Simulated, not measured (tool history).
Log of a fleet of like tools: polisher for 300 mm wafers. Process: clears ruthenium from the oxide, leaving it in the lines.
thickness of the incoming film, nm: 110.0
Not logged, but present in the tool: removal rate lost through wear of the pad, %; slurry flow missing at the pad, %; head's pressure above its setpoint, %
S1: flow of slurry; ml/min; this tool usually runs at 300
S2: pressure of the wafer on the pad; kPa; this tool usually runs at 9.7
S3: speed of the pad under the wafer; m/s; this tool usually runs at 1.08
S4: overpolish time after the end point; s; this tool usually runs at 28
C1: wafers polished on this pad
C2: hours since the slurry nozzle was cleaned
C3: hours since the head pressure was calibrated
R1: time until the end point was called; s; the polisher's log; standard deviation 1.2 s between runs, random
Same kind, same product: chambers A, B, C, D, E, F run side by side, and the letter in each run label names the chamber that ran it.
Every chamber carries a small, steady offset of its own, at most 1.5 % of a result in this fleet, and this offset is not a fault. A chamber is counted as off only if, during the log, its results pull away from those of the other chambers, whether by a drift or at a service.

run,hour,S1,S2,S3,S4,C1,C2,C3,R1
1E,10.7,300,9.7,1.08,28,1204,58.1,1073.2,137.36
2F,18.2,300,9.7,1.08,28,471,802.8,59,140.37
# hour 28.5: chamber B: worn pad replaced by a new one
3D,28.8,300,9.7,1.08,28,394,245.7,263.9,138.59
4C,45.4,300,9.7,1.08,28,1040,239,132.7,139.34
# hour 46.4: chamber F: worn pad replaced by a new one
5B,54.2,300,9.7,1.08,28,128,187.7,66.6,138.98
6A,66.6,300,9.7,1.08,28,515,192.1,677.1,137.81
# hour 68.1: chamber D: head pressure recalibrated
# hour 72.4: chamber C: worn pad replaced by a new one
# hour 74.8: chamber F: slurry nozzle cleaned
7C,77.1,300,9.7,1.08,28,23,270.7,164.4,137.68
8B,85.1,300,9.7,1.08,28,282,218.6,97.5,137.2
9A,92.7,300,9.7,1.08,28,645,218.2,703.2,135.27
10F,102.5,300,9.7,1.08,28,280,27.7,143.3,137.03
# hour 104: chamber E: worn pad replaced by a new one
11D,110.2,300,9.7,1.08,28,800,327.1,42.2,138.1
12E,126.4,300,9.7,1.08,28,112,173.8,1188.9,140.42
13F,136.7,300,9.7,1.08,28,450,61.9,177.5,139.17
14D,145,300,9.7,1.08,28,973,361.9,77,138.32
15B,155.5,300,9.7,1.08,28,633,289,167.9,138.56
16A,170.2,300,9.7,1.08,28,1032,295.7,780.7,138.59
# hour 170.8: chamber F: worn pad replaced by a new one
# hour 174.2: chamber A: worn pad replaced by a new one
17C,183.3,300,9.7,1.08,28,553,376.9,270.6,137.31
18E,197.8,300,9.7,1.08,28,468,245.2,1260.3,139.16
19A,206.4,300,9.7,1.08,28,160,331.9,816.9,138.23
20D,221.9,300,9.7,1.08,28,1357,438.8,153.9,139.82
# hour 225.7: chamber E: head pressure recalibrated
21C,233.4,300,9.7,1.08,28,803,427,320.7,138.39
22E,244.2,300,9.7,1.08,28,699,291.6,18.6,141.26
# hour 245.5: chamber B: worn pad replaced by a new one
# hour 249.5: chamber D: worn pad replaced by a new one
23B,253.6,300,9.7,1.08,28,40,387.1,266,137.45
24F,269.4,300,9.7,1.08,28,492,194.6,310.2,139.79
# hour 276.7: chamber A: slurry nozzle cleaned
25F,277.5,300,9.7,1.08,28,532,202.7,318.3,140.29
26D,286.9,300,9.7,0.72,28,186,503.8,218.9,209.76
27E,294.5,300,9.7,0.72,28,950,341.9,68.9,210.77
28B,310.5,300,9.7,0.72,28,324,444,322.9,207.94
# hour 311.8: chamber E: slurry nozzle cleaned
# hour 318.5: chamber F: worn pad replaced by a new one
29C,321.9,300,9.7,0.72,28,1244,515.5,409.2,205.11
30A,332.1,300,9.7,0.72,28,787,55.4,942.6,205.35
# hour 333.7: chamber C: worn pad replaced by a new one
# hour 335.5: chamber A: worn pad replaced by a new one
31A,342.5,300,9.7,0.72,28,35,65.8,953,205.83
32E,352.3,300,9.7,1.08,28,1238,40.5,126.7,137.69
33C,361.3,300,9.7,1.08,28,137,554.9,448.6,139.07
34F,372,300,9.7,1.08,28,267,297.2,412.8,140.11
# hour 378.2: chamber D: slurry nozzle cleaned
35D,384.2,300,9.7,1.08,28,672,6,316.2,139.88
36B,393.4,300,9.7,1.08,41,737,526.9,405.8,138
# hour 395.5: chamber B: slurry nozzle cleaned
37D,401.5,300,9.7,1.08,41,758,23.3,333.5,136.89
# hour 409.2: chamber C: head pressure recalibrated
# hour 412: chamber E: worn pad replaced by a new one
38F,412.5,300,9.7,1.08,41,469,337.7,453.3,137.47
39B,422.3,300,9.7,1.08,41,881,26.8,434.7,138.8
40A,433.1,300,9.7,1.08,41,487,156.4,1043.6,136.06
41E,442.8,300,9.7,1.08,41,153,131,217.2,140.91
42C,457.2,300,9.7,1.08,28,616,650.8,48,137.91
43C,466.3,220,7.6,1.08,28,661,659.9,57.1,181.01
44A,478.6,220,7.6,1.08,28,714,201.9,1089.1,181.01

Does one chamber stand apart from the rest, does the shared gauge drift, or is all well apart from small per-chamber offsets? Give the chamber and the most likely cause, where there is one.

Beyond each chamber's small constant offset nothing stands out, and the gauge stays steady.
